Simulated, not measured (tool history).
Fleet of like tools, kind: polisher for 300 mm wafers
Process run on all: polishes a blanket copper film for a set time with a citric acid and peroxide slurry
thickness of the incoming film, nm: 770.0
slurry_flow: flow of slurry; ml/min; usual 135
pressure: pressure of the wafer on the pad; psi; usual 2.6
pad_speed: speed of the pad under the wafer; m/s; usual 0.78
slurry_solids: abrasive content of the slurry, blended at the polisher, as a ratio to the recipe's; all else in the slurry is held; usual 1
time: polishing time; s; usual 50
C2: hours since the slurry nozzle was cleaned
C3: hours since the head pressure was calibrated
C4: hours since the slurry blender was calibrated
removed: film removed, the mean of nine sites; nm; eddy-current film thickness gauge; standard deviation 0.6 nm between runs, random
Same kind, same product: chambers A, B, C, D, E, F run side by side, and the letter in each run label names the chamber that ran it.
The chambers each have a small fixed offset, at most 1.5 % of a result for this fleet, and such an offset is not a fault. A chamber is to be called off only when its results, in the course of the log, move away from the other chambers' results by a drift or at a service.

-- day=0.012 chamber A: worn pad replaced by a new one
run 1A day=0.45 | slurry_flow=135 pressure=2.6 pad_speed=0.78 slurry_solids=1 time=50 | wafers_polished_on_this_pad=176 C2=888.9 C3=204.8 C4=209.4 | removed=62.041
-- day=0.654 chamber E: slurry nozzle cleaned
run 2E day=0.767 | slurry_flow=135 pressure=2.6 pad_speed=0.78 slurry_solids=1 time=50 | wafers_polished_on_this_pad=1132 C2=2.8 C3=577.9 C4=94.9 | removed=63.204
-- day=0.821 chamber D: worn pad replaced by a new one
run 3D day=1.1 | slurry_flow=135 pressure=2.6 pad_speed=0.78 slurry_solids=1 time=50 | wafers_polished_on_this_pad=113 C2=31.7 C3=751.1 C4=52.4 | removed=63.188
-- day=1.125 chamber B: worn pad replaced by a new one
-- day=1.158 chamber E: worn pad replaced by a new one
run 4B day=1.617 | slurry_flow=135 pressure=2.6 pad_speed=0.78 slurry_solids=1 time=50 | wafers_polished_on_this_pad=197 C2=633 C3=1426.6 C4=263.6 | removed=63.412
-- day=1.675 chamber C: worn pad replaced by a new one
run 5F day=1.996 | slurry_flow=135 pressure=2.6 pad_speed=0.78 slurry_solids=1 time=50 | wafers_polished_on_this_pad=1206 C2=248.9 C3=64.1 C4=299.3 | removed=62.814
run 6C day=2.308 | slurry_flow=135 pressure=2.6 pad_speed=0.78 slurry_solids=1 time=50 | wafers_polished_on_this_pad=253 C2=167.6 C3=343.9 C4=129.9 | removed=62.873
-- day=2.733 chamber C: slurry blender recalibrated
-- day=2.775 chamber F: worn pad replaced by a new one
run 7D day=2.917 | slurry_flow=135 pressure=2.6 pad_speed=0.78 slurry_solids=1 time=50 | wafers_polished_on_this_pad=840 C2=75.3 C3=794.7 C4=96 | removed=62.885
run 8F day=3.396 | slurry_flow=135 pressure=2.6 pad_speed=0.78 slurry_solids=1 time=50 | wafers_polished_on_this_pad=248 C2=282.5 C3=97.7 C4=332.9 | removed=63.509
-- day=3.425 chamber D: head pressure recalibrated
-- day=3.883 chamber A: slurry nozzle cleaned
-- day=3.925 chamber A: worn pad replaced by a new one
run 9E day=3.958 | slurry_flow=135 pressure=2.6 pad_speed=0.78 slurry_solids=1 time=50 | wafers_polished_on_this_pad=1121 C2=79.4 C3=654.5 C4=171.5 | removed=63.578
-- day=4.058 chamber D: worn pad replaced by a new one
run 10A day=4.529 | slurry_flow=135 pressure=2.6 pad_speed=0.78 slurry_solids=1 time=50 | wafers_polished_on_this_pad=243 C2=15.6 C3=302.7 C4=307.3 | removed=62.754
-- day=4.554 chamber A: slurry blender recalibrated
run 11C day=4.838 | slurry_flow=135 pressure=2.6 pad_speed=0.78 slurry_solids=1 time=50 | wafers_polished_on_this_pad=1265 C2=228.3 C3=404.6 C4=50.5 | removed=62.776
-- day=4.95 chamber C: worn pad replaced by a new one
-- day=5.017 chamber E: worn pad replaced by a new one
-- day=5.183 chamber B: worn pad replaced by a new one
run 12B day=5.442 | slurry_flow=135 pressure=2.6 pad_speed=1.02 slurry_solids=1 time=60 | wafers_polished_on_this_pad=103 C2=724.8 C3=1518.4 C4=355.4 | removed=97.225
-- day=6.008 chamber E: slurry blender recalibrated
run 13F day=6.058 | slurry_flow=135 pressure=2.6 pad_speed=1.02 slurry_solids=1 time=60 | wafers_polished_on_this_pad=1314 C2=346.4 C3=161.6 C4=396.8 | removed=97.876
-- day=6.246 chamber F: worn pad replaced by a new one
run 14C day=6.6 | slurry_flow=135 pressure=2.6 pad_speed=1.02 slurry_solids=1 time=60 | wafers_polished_on_this_pad=661 C2=270.6 C3=446.9 C4=92.8 | removed=96.163
run 15D day=7.238 | slurry_flow=135 pressure=2.6 pad_speed=1.02 slurry_solids=1 time=60 | wafers_polished_on_this_pad=1272 C2=179 C3=91.6 C4=199.7 | removed=97.494
-- day=7.321 chamber B: slurry blender recalibrated
run 16E day=7.562 | slurry_flow=135 pressure=2.6 pad_speed=1.02 slurry_solids=1 time=60 | wafers_polished_on_this_pad=1018 C2=165.9 C3=741 C4=37.3 | removed=100.51
run 17B day=7.9 | slurry_flow=135 pressure=2.6 pad_speed=1.02 slurry_solids=1 time=60 | wafers_polished_on_this_pad=1087 C2=783.8 C3=1577.4 C4=13.9 | removed=97.063
-- day=7.975 chamber B: slurry nozzle cleaned
-- day=8.05 chamber D: slurry blender recalibrated
-- day=8.104 chamber A: worn pad replaced by a new one
-- day=8.175 chamber D: worn pad replaced by a new one
-- day=8.192 chamber C: worn pad replaced by a new one
run 18A day=8.267 | slurry_flow=135 pressure=2.6 pad_speed=0.78 slurry_solids=1 time=50 | wafers_polished_on_this_pad=66 C2=105.3 C3=392.4 C4=89.1 | removed=61.764
-- day=8.542 chamber B: worn pad replaced by a new one
run 19E day=8.575 | slurry_flow=135 pressure=2.6 pad_speed=0.78 slurry_solids=1 time=50 | wafers_polished_on_this_pad=1424 C2=190.2 C3=765.3 C4=61.6 | removed=63.202
-- day=8.75 chamber E: worn pad replaced by a new one
-- day=9.096 chamber C: slurry blender recalibrated
run 20A day=9.133 | slurry_flow=135 pressure=3.3 pad_speed=0.78 slurry_solids=1 time=42 | wafers_polished_on_this_pad=413 C2=126.1 C3=413.2 C4=109.9 | removed=64.748
run 21F day=9.646 | slurry_flow=135 pressure=3.3 pad_speed=0.78 slurry_solids=1 time=42 | wafers_polished_on_this_pad=1360 C2=432.5 C3=247.7 C4=482.9 | removed=66.173
-- day=9.783 chamber F: worn pad replaced by a new one
-- day=9.925 chamber F: slurry blender recalibrated
run 22D day=10.196 | slurry_flow=135 pressure=3.3 pad_speed=0.78 slurry_solids=1 time=42 | wafers_polished_on_this_pad=810 C2=250 C3=162.6 C4=51.5 | removed=65.101
run 23C day=10.775 | slurry_flow=135 pressure=3.3 pad_speed=0.78 slurry_solids=1 time=42 | wafers_polished_on_this_pad=1034 C2=370.8 C3=547.1 C4=40.4 | removed=65.235
run 24B day=11.108 | slurry_flow=135 pressure=3.3 pad_speed=0.78 slurry_solids=1 time=42 | wafers_polished_on_this_pad=1028 C2=75.3 C3=1654.4 C4=90.9 | removed=66.299
-- day=11.188 chamber B: head pressure recalibrated
-- day=11.454 chamber C: worn pad replaced by a new one
run 25B day=11.462 | slurry_flow=135 pressure=3.3 pad_speed=0.78 slurry_solids=1 time=42 | wafers_polished_on_this_pad=1170 C2=83.8 C3=6.7 C4=99.4 | removed=66.556
-- day=11.638 chamber A: worn pad replaced by a new one
-- day=11.717 chamber F: head pressure recalibrated
run 26F day=11.792 | slurry_flow=135 pressure=2.6 pad_speed=0.78 slurry_solids=1 time=50 | wafers_polished_on_this_pad=804 C2=484 C3=1.8 C4=44.8 | removed=63.004
-- day=11.879 chamber D: worn pad replaced by a new one
-- day=11.95 chamber B: worn pad replaced by a new one
run 27D day=12.146 | slurry_flow=135 pressure=2.6 pad_speed=0.78 slurry_solids=1 time=50 | wafers_polished_on_this_pad=107 C2=296.8 C3=209.4 C4=98.3 | removed=63.064
-- day=12.25 chamber E: head pressure recalibrated
-- day=12.367 chamber E: worn pad replaced by a new one
run 28E day=12.779 | slurry_flow=135 pressure=2.6 pad_speed=0.78 slurry_solids=1 time=50 | wafers_polished_on_this_pad=165 C2=291.1 C3=12.7 C4=162.5 | removed=62.332
-- day=12.896 chamber F: worn pad replaced by a new one
run 29C day=13.108 | slurry_flow=135 pressure=3.4 pad_speed=0.78 slurry_solids=1 time=50 | wafers_polished_on_this_pad=663 C2=426.8 C3=603.1 C4=96.4 | removed=81.771
run 30A day=13.671 | slurry_flow=135 pressure=3.4 pad_speed=0.78 slurry_solids=1 time=50 | wafers_polished_on_this_pad=814 C2=235 C3=522.1 C4=218.8 | removed=80.044
run 31F day=14.138 | slurry_flow=135 pressure=3.4 pad_speed=0.78 slurry_solids=1 time=50 | wafers_polished_on_this_pad=496 C2=540.3 C3=58.1 C4=101.1 | removed=80.765
-- day=14.308 chamber D: slurry nozzle cleaned
-- day=14.658 chamber C: worn pad replaced by a new one
run 32D day=14.75 | slurry_flow=135 pressure=3.4 pad_speed=0.78 slurry_solids=1 time=50 | wafers_polished_on_this_pad=1149 C2=10.7 C3=271.9 C4=160.8 | removed=81.641
-- day=14.904 chamber E: slurry blender recalibrated
-- day=15.008 chamber A: worn pad replaced by a new one
run 33A day=15.208 | slurry_flow=135 pressure=3.4 pad_speed=0.78 slurry_solids=1 time=50 | wafers_polished_on_this_pad=81 C2=271.9 C3=559 C4=255.7 | removed=79.875
-- day=15.454 chamber C: slurry blender recalibrated
-- day=15.571 chamber B: worn pad replaced by a new one
-- day=15.767 chamber C: slurry nozzle cleaned
run 34C day=15.842 | slurry_flow=135 pressure=3.4 pad_speed=0.78 slurry_solids=1 time=50 | wafers_polished_on_this_pad=473 C2=1.9 C3=668.7 C4=9.4 | removed=81.465
-- day=15.846 chamber D: worn pad replaced by a new one
-- day=16.154 chamber E: worn pad replaced by a new one
run 35B day=16.217 | slurry_flow=135 pressure=2.6 pad_speed=0.78 slurry_solids=1 time=50 | wafers_polished_on_this_pad=258 C2=197.9 C3=120.8 C4=213.5 | removed=62.929
run 36E day=16.775 | slurry_flow=135 pressure=2.6 pad_speed=0.78 slurry_solids=1 time=50 | wafers_polished_on_this_pad=250 C2=387 C3=108.6 C4=45 | removed=62.92
-- day=16.9 chamber F: worn pad replaced by a new one
-- day=16.967 chamber D: slurry blender recalibrated
run 37D day=17.258 | slurry_flow=135 pressure=2.6 pad_speed=0.78 slurry_solids=1 time=50 | wafers_polished_on_this_pad=566 C2=70.9 C3=332.1 C4=7.1 | removed=63.429
run 38F day=17.592 | slurry_flow=135 pressure=2.6 pad_speed=0.78 slurry_solids=1 time=50 | wafers_polished_on_this_pad=278 C2=623.2 C3=141 C4=184 | removed=62.552
run 39B day=18.221 | slurry_flow=135 pressure=2.6 pad_speed=0.78 slurry_solids=1 time=50 | wafers_polished_on_this_pad=1060 C2=246 C3=168.9 C4=261.6 | removed=62.675

Each of the 6 chambers runs these same settings next. Fill in every chamber's results:
run 40A day=18.679 | slurry_flow=135 pressure=2.6 pad_speed=0.78 slurry_solids=1 time=50 | removed=?
run 40B day=18.679 | slurry_flow=135 pressure=2.6 pad_speed=0.78 slurry_solids=1 time=50 | removed=?
run 40C day=18.679 | slurry_flow=135 pressure=2.6 pad_speed=0.78 slurry_solids=1 time=50 | removed=?
run 40D day=18.679 | slurry_flow=135 pressure=2.6 pad_speed=0.78 slurry_solids=1 time=50 | removed=?
run 40E day=18.679 | slurry_flow=135 pressure=2.6 pad_speed=0.78 slurry_solids=1 time=50 | removed=?
run 40F day=18.679 | slurry_flow=135 pressure=2.6 pad_speed=0.78 slurry_solids=1 time=50 | removed=?

run=40A removed=61.367
run=40B removed=61.87
run=40C removed=63.47
run=40D removed=62.806
run=40E removed=61.975
run=40F removed=62.339
